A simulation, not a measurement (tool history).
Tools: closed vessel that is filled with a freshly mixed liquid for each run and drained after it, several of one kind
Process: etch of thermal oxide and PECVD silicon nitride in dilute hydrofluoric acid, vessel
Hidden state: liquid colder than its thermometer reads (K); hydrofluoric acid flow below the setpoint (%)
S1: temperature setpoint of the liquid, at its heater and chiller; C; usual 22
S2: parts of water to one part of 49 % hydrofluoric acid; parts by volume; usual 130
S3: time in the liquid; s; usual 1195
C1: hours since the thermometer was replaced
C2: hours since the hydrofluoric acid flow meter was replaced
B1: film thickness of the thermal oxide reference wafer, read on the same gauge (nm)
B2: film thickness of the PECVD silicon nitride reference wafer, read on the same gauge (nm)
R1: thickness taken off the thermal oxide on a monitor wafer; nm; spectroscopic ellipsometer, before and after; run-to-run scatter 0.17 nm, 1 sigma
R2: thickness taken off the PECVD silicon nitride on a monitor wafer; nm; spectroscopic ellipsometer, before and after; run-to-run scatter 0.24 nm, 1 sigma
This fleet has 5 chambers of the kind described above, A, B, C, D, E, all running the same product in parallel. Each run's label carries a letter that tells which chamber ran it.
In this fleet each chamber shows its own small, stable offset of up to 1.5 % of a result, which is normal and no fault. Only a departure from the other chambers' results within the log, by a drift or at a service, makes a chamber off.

run 1A hour=14.1 | S1=22 S2=130 S3=1195 | C1=1769.4 C2=587.2 | B1=100 B2=50.003 | R1=38.854 R2=40.161
run 2E hour=29.2 | S1=22 S2=130 S3=1195 | C1=1359.7 C2=1529.7 | B1=99.989 B2=49.978 | R1=38.863 R2=40.312
run 3B hour=42 | S1=22 S2=130 S3=1195 | C1=1304.4 C2=1209.5 | B1=99.993 B2=49.998 | R1=38.75 R2=40.199
run 4C hour=52.8 | S1=22 S2=130 S3=1195 | C1=125.7 C2=1064.9 | B1=99.989 B2=50.032 | R1=39.179 R2=40.071
run 5D hour=66.8 | S1=22 S2=130 S3=1195 | C1=364.7 C2=1109.5 | B1=100 B2=49.978 | R1=38.201 R2=40.309
run 6E hour=81.4 | S1=22 S2=130 S3=1195 | C1=1411.9 C2=1581.9 | B1=100.01 B2=49.993 | R1=38.669 R2=40.855
run 7D hour=91.1 | S1=22 S2=130 S3=1195 | C1=389 C2=1133.8 | B1=99.999 B2=50.029 | R1=38.336 R2=39.819
run 8C hour=102.5 | S1=22 S2=130 S3=1195 | C1=175.4 C2=1114.6 | B1=99.996 B2=50.005 | R1=39.182 R2=40.151
run 9A hour=111.9 | S1=22 S2=130 S3=1195 | C1=1867.2 C2=685 | B1=100 B2=50.019 | R1=39.028 R2=39.853
run 10B hour=125.5 | S1=22 S2=130 S3=1195 | C1=1387.9 C2=1293 | B1=100 B2=49.994 | R1=38.406 R2=40.309
run 11B hour=140.4 | S1=22 S2=130 S3=1195 | C1=1402.8 C2=1307.9 | B1=99.993 B2=49.995 | R1=38.351 R2=40.006
run 12D hour=149.6 | S1=22 S2=130 S3=1195 | C1=447.5 C2=1192.3 | B1=100.01 B2=50.001 | R1=38.608 R2=40.361
run 13A hour=166 | S1=22 S2=130 S3=1195 | C1=1921.3 C2=739.1 | B1=100 B2=50.035 | R1=38.563 R2=39.853
run 14E hour=174.8 | S1=22 S2=130 S3=1195 | C1=1505.3 C2=1675.3 | B1=99.988 B2=50.019 | R1=38.922 R2=40.411
run 15C hour=187.5 | S1=22 S2=130 S3=1195 | C1=260.4 C2=1199.6 | B1=99.992 B2=50.008 | R1=39.289 R2=40.546
run 16E hour=200.3 | S1=22 S2=130 S3=1195 | C1=1530.8 C2=1700.8 | B1=99.999 B2=49.981 | R1=38.595 R2=40.368
-- hour=201.7 chamber E: hydrofluoric acid flow meter replaced
-- hour=203.3 chamber D: hydrofluoric acid flow meter replaced
run 17B hour=209.3 | S1=22 S2=130 S3=1195 | C1=1471.7 C2=1376.8 | B1=100.01 B2=49.976 | R1=38.977 R2=39.871
run 18D hour=222.4 | S1=22 S2=130 S3=1195 | C1=520.3 C2=19.1 | B1=100 B2=50.008 | R1=38.339 R2=40.078
run 19A hour=235.8 | S1=22 S2=130 S3=1195 | C1=1991.1 C2=808.9 | B1=100.01 B2=50.009 | R1=38.549 R2=40.15
run 20C hour=245.6 | S1=22 S2=130 S3=1195 | C1=318.5 C2=1257.7 | B1=99.997 B2=49.997 | R1=39.223 R2=40.588
run 21B hour=261.8 | S1=22 S2=130 S3=1610 | C1=1524.2 C2=1429.3 | B1=99.986 B2=50.012 | R1=51.758 R2=54.272
run 22E hour=274.2 | S1=22 S2=130 S3=1610 | C1=1604.7 C2=72.5 | B1=99.99 B2=50.002 | R1=52.31 R2=54.341
run 23A hour=281.7 | S1=22 S2=130 S3=1610 | C1=2037 C2=854.8 | B1=99.988 B2=49.994 | R1=52.088 R2=54.295
run 24D hour=289.7 | S1=22 S2=130 S3=1610 | C1=587.6 C2=86.4 | B1=99.995 B2=49.99 | R1=52.155 R2=53.677
run 25C hour=298.8 | S1=22 S2=130 S3=1610 | C1=371.7 C2=1310.9 | B1=100.01 B2=49.99 | R1=52.776 R2=54.498
run 26E hour=313.7 | S1=22 S2=130 S3=1195 | C1=1644.2 C2=112 | B1=99.998 B2=50.014 | R1=38.443 R2=40.201
run 27A hour=321.8 | S1=22 S2=130 S3=1195 | C1=2077.1 C2=894.9 | B1=100.01 B2=49.99 | R1=38.707 R2=39.977
run 28B hour=330.1 | S1=22 S2=130 S3=1195 | C1=1592.5 C2=1497.6 | B1=100.01 B2=49.995 | R1=38.925 R2=40.545
run 29C hour=339.5 | S1=22 S2=130 S3=1195 | C1=412.4 C2=1351.6 | B1=99.993 B2=49.98 | R1=39.015 R2=40.384
run 30D hour=352.4 | S1=22 S2=130 S3=1195 | C1=650.3 C2=149.1 | B1=99.992 B2=50.015 | R1=38.341 R2=39.825
run 31B hour=361.2 | S1=22 S2=130 S3=1195 | C1=1623.6 C2=1528.7 | B1=100.01 B2=49.964 | R1=38.594 R2=40.372
run 32C hour=370 | S1=22 S2=130 S3=1195 | C1=442.9 C2=1382.1 | B1=100 B2=49.968 | R1=39.05 R2=40.582
run 33E hour=378.8 | S1=22 S2=130 S3=1195 | C1=1709.3 C2=177.1 | B1=100.02 B2=49.989 | R1=38.994 R2=40.223

All 5 chambers run these settings next. Forecast each chamber's results:
run 34A hour=390.7 | S1=22 S2=130 S3=1195 | R1=? R2=?
run 34B hour=390.7 | S1=22 S2=130 S3=1195 | R1=? R2=?
run 34C hour=390.7 | S1=22 S2=130 S3=1195 | R1=? R2=?
run 34D hour=390.7 | S1=22 S2=130 S3=1195 | R1=? R2=?
run 34E hour=390.7 | S1=22 S2=130 S3=1195 | R1=? R2=?

run=34A R1=38.494 R2=40.368
run=34B R1=38.509 R2=40.328
run=34C R1=39.147 R2=40.005
run=34D R1=38.424 R2=39.587
run=34E R1=38.836 R2=40.228
